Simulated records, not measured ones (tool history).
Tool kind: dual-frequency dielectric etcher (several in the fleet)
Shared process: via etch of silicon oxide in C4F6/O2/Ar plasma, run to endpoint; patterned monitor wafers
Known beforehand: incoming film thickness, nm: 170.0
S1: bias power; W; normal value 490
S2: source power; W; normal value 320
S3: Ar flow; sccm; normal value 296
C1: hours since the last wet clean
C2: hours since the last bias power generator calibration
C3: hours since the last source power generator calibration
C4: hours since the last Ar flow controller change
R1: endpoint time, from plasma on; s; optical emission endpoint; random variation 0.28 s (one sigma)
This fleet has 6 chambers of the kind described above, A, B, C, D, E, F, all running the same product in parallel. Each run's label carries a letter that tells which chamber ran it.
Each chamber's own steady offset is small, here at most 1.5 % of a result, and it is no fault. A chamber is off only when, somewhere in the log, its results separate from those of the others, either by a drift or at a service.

run	hour	S1	S2	S3	C1	C2	C3	C4	R1
# hour 9.6: chamber D: wet clean of the chamber
1C	11.9	490	320	296	364.8	982.2	3490.6	1068.3	41.156
# hour 13.9: chamber A: wet clean of the chamber
2F	24.3	490	320	296	367.0	3274.3	787.6	1113.0	40.631
3E	38.7	490	320	296	130.5	1464.3	1771.3	1922.5	40.397
4B	48.1	490	320	296	163.5	1093.3	178.9	783.6	40.845
# hour 50.5: chamber C: wet clean of the chamber
5A	58.7	490	320	296	44.8	3004.0	135.5	810.3	40.781
6D	73.7	490	320	296	64.2	1491.7	2988.1	2318.6	40.363
7C	85.9	490	320	296	35.4	1056.2	3564.6	1142.3	40.708
8A	95.2	490	320	296	81.3	3040.5	172.0	846.8	40.819
9F	110.7	490	320	296	453.4	3360.7	874.0	1199.4	40.387
10B	123.4	490	320	296	238.8	1168.6	254.2	858.9	40.609
11E	132.0	490	320	296	223.8	1557.6	1864.6	2015.8	41.191
12D	142.0	490	320	296	132.5	1560.0	3056.4	2386.9	40.364
13A	149.4	561	320	296	135.5	3094.7	226.2	901.0	38.481
14D	164.9	561	320	296	155.4	1582.9	3079.3	2409.8	38.479
15B	173.2	561	320	296	288.6	1218.4	304.0	908.7	38.918
16F	182.0	561	320	296	524.7	3432.0	945.3	1270.7	38.378
17E	192.1	561	320	296	283.9	1617.7	1924.7	2075.9	38.765
18C	204.7	561	320	296	154.2	1175.0	3683.4	1261.1	39.130
# hour 211.1: chamber F: wet clean of the chamber
19A	219.8	490	320	296	205.9	3165.1	296.6	971.4	40.414
# hour 221.4: chamber A: bias power generator calibrated
20C	232.5	490	320	296	182.0	1202.8	3711.2	1288.9	40.887
21B	244.8	490	320	296	360.2	1290.0	375.6	980.3	41.577
22D	251.8	404	320	255	242.3	1669.8	3166.2	2496.7	42.585
23E	266.6	404	320	255	358.4	1692.2	1999.2	2150.4	42.773
24F	274.7	404	320	255	63.7	3524.7	1038.0	1363.4	42.980
25D	289.1	404	320	255	279.6	1707.1	3203.5	2534.0	42.918
26B	301.0	404	320	255	416.4	1346.2	431.8	1036.5	44.070
27C	314.9	404	320	255	264.4	1285.2	3793.6	1371.3	43.211
28A	327.8	490	320	296	313.9	106.5	404.6	1079.4	40.508
29F	335.5	490	320	296	124.5	3585.5	1098.8	1424.2	40.581
30E	343.9	490	280	363	435.7	1769.5	2076.5	2227.7	43.959
31B	357.4	490	280	363	472.8	1402.6	488.2	1092.9	44.640
# hour 361.7: chamber C: bias power generator calibrated
32D	371.9	490	280	363	362.4	1789.9	3286.3	2616.8	43.199
33F	378.9	490	280	363	167.9	3628.9	1142.2	1467.6	43.380
34A	387.9	490	280	363	374.0	166.6	464.7	1139.5	43.487
35C	402.4	490	280	363	351.9	40.7	3881.1	1458.8	43.434
# hour 407.8: chamber C: source power generator calibrated
36E	412.2	490	320	296	504.0	1837.8	2144.8	2296.0	40.452
# hour 413.4: chamber E: wet clean of the chamber
37E	424.4	490	320	296	11.1	1850.0	2157.0	2308.2	41.569
38C	435.8	490	320	296	385.3	74.1	28.0	1492.2	40.715
39F	451.7	490	320	296	240.7	3701.7	1215.0	1540.4	40.466
40B	464.8	527	350	296	580.2	1510.0	595.6	1200.3	40.032

One chamber off, gauge drift, or nothing amiss beyond the chambers' own small offsets? If it is a chamber, which one, and what is the likeliest cause?

Little by little, chamber B moves away from the other chambers.
Likeliest cause: etch rate under this chamber's usual, % = 4.41.

Below are 4 candidate recipes for chamber B's next run, each the usual settings with a change, their results shown as question marks. Which of them brings B's results back in line with what the other chambers give on the usual settings?
To be in line, a result may differ from the other chambers' mean on the usual settings by at most: R1 0.970 s
41B-1	476.4	519	340	291					?
41B-2	476.4	431	280	296					?
41B-3	476.4	430	320	296					?
41B-4	476.4	606	320	296					?

Average result of the remaining chambers running the usual settings: R1 40.631 s
run	R1
41B-1	40.716
41B-2	46.928
41B-3	44.729
41B-4	39.309
The right change is 41B-1: it brings the chamber back within the allowed miss of the others.

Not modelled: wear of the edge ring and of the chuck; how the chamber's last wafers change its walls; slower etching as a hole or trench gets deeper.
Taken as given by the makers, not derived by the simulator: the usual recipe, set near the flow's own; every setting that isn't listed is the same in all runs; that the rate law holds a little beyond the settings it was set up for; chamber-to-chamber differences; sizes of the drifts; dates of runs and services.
